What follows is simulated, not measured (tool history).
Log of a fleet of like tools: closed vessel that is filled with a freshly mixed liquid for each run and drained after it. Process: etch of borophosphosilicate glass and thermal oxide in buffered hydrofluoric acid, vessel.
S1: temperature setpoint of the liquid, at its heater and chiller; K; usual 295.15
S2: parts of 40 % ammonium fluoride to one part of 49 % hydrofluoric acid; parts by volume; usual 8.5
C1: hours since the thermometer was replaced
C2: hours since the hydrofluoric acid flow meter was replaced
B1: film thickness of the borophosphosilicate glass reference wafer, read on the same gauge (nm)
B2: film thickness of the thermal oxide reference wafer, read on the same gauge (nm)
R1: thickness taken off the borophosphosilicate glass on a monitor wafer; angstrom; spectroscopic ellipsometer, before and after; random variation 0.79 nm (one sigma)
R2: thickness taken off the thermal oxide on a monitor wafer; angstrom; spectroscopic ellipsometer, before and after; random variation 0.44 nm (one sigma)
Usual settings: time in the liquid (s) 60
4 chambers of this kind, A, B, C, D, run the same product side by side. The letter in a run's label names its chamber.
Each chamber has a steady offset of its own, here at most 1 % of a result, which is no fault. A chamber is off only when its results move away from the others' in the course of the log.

run 1C hour=7.1 | S1=295.15 S2=8.5 time_in_the_liquid_(s)=60 | C1=1203.2 C2=108 | B1=90.05 B2=59.975 | R1=1008.2 R2=715.82
run 2A hour=20.8 | S1=295.15 S2=8.5 time_in_the_liquid_(s)=60 | C1=403.7 C2=1406.9 | B1=89.988 B2=60.019 | R1=1022.2 R2=711.46
run 3B hour=31.4 | S1=295.15 S2=8.5 time_in_the_liquid_(s)=60 | C1=3096.4 C2=1065.9 | B1=90.008 B2=60.003 | R1=1028.4 R2=700.23
-- hour=35.3 chamber B: thermometer replaced
run 4D hour=38.7 | S1=295.15 S2=8.5 time_in_the_liquid_(s)=60 | C1=360.3 C2=837.6 | B1=89.966 B2=59.972 | R1=1023.6 R2=705.01
run 5C hour=51.1 | S1=295.15 S2=8.5 time_in_the_liquid_(s)=60 | C1=1247.2 C2=152 | B1=89.965 B2=60.009 | R1=1012.2 R2=714.89
run 6D hour=63.7 | S1=295.15 S2=8.5 time_in_the_liquid_(s)=80 | C1=385.3 C2=862.6 | B1=90.016 B2=60.018 | R1=1357.6 R2=924.5
run 7A hour=70.8 | S1=295.15 S2=8.5 time_in_the_liquid_(s)=80 | C1=453.7 C2=1456.9 | B1=89.98 B2=60.008 | R1=1343 R2=933.44
run 8B hour=82.6 | S1=295.15 S2=8.5 time_in_the_liquid_(s)=80 | C1=47.3 C2=1117.1 | B1=89.991 B2=60.011 | R1=1346.1 R2=939.06
run 9A hour=96 | S1=295.15 S2=8.5 time_in_the_liquid_(s)=80 | C1=478.9 C2=1482.1 | B1=89.946 B2=59.995 | R1=1334.6 R2=946.79
run 10C hour=104.2 | S1=295.15 S2=8.5 time_in_the_liquid_(s)=60 | C1=1300.3 C2=205.1 | B1=90.016 B2=60.017 | R1=990.25 R2=712.55
run 11B hour=114.2 | S1=295.15 S2=8.5 time_in_the_liquid_(s)=60 | C1=78.9 C2=1148.7 | B1=89.978 B2=59.988 | R1=1019.1 R2=707.05
run 12D hour=126.5 | S1=295.15 S2=8.5 time_in_the_liquid_(s)=60 | C1=448.1 C2=925.4 | B1=90.011 B2=60.004 | R1=1027.6 R2=700.15
run 13C hour=135.6 | S1=295.15 S2=8.5 time_in_the_liquid_(s)=60 | C1=1331.7 C2=236.5 | B1=90.025 B2=60 | R1=1008.4 R2=719.45
run 14B hour=147.5 | S1=298.15 S2=8.5 time_in_the_liquid_(s)=35 | C1=112.2 C2=1182 | B1=89.989 B2=60.001 | R1=712.24 R2=481.84
run 15D hour=159.7 | S1=298.15 S2=8.5 time_in_the_liquid_(s)=35 | C1=481.3 C2=958.6 | B1=89.979 B2=59.988 | R1=702.97 R2=484.15
run 16A hour=173.5 | S1=298.15 S2=8.5 time_in_the_liquid_(s)=35 | C1=556.4 C2=1559.6 | B1=90.044 B2=60.021 | R1=687.6 R2=485.54
run 17D hour=186.8 | S1=298.15 S2=8.5 time_in_the_liquid_(s)=35 | C1=508.4 C2=985.7 | B1=90.043 B2=60.013 | R1=686.99 R2=476.61
run 18A hour=195.3 | S1=295.15 S2=8.5 time_in_the_liquid_(s)=60 | C1=578.2 C2=1581.4 | B1=90.031 B2=60.008 | R1=1014.4 R2=701.23
run 19B hour=205.3 | S1=295.15 S2=8.5 time_in_the_liquid_(s)=60 | C1=170 C2=1239.8 | B1=90.037 B2=59.988 | R1=1017.5 R2=703.71
-- hour=212.7 chamber A: thermometer replaced
run 20C hour=216.4 | S1=295.15 S2=8.5 time_in_the_liquid_(s)=60 | C1=1412.5 C2=317.3 | B1=89.956 B2=59.997 | R1=1014.2 R2=716.75
run 21D hour=228.2 | S1=295.15 S2=8.5 time_in_the_liquid_(s)=60 | C1=549.8 C2=1027.1 | B1=90.05 B2=59.985 | R1=1011.5 R2=698.98
run 22C hour=236.5 | S1=295.15 S2=8.5 time_in_the_liquid_(s)=60 | C1=1432.6 C2=337.4 | B1=90.005 B2=59.992 | R1=1017.6 R2=710.83
run 23A hour=247.8 | S1=295.15 S2=8.5 time_in_the_liquid_(s)=60 | C1=35.2 C2=1633.9 | B1=90.073 B2=60.019 | R1=999.64 R2=707.53
run 24B hour=255.7 | S1=295.15 S2=8.5 time_in_the_liquid_(s)=60 | C1=220.4 C2=1290.2 | B1=89.948 B2=59.989 | R1=1037.6 R2=707.11
run 25D hour=264.9 | S1=295.15 S2=8.5 time_in_the_liquid_(s)=60 | C1=586.5 C2=1063.8 | B1=90.044 B2=60.001 | R1=1020.2 R2=700.27
run 26C hour=275.1 | S1=295.15 S2=8.5 time_in_the_liquid_(s)=60 | C1=1471.2 C2=376 | B1=90.051 B2=59.99 | R1=1012.1 R2=715.42
run 27A hour=281.6 | S1=295.15 S2=8.5 time_in_the_liquid_(s)=60 | C1=69 C2=1667.7 | B1=90.061 B2=60.032 | R1=1001 R2=698.55
run 28B hour=292.9 | S1=295.15 S2=8.5 time_in_the_liquid_(s)=60 | C1=257.6 C2=1327.4 | B1=89.952 B2=60.009 | R1=1012.2 R2=706.41
run 29D hour=300.4 | S1=295.15 S2=8.5 time_in_the_liquid_(s)=60 | C1=622 C2=1099.3 | B1=89.955 B2=59.987 | R1=1012.1 R2=690.65

Is one chamber off against the others, does the gauge drift, or is nothing wrong? If a chamber is off, say which, and what the likeliest cause is.

No chamber stands off beyond its own small offset, and the gauge holds steady.

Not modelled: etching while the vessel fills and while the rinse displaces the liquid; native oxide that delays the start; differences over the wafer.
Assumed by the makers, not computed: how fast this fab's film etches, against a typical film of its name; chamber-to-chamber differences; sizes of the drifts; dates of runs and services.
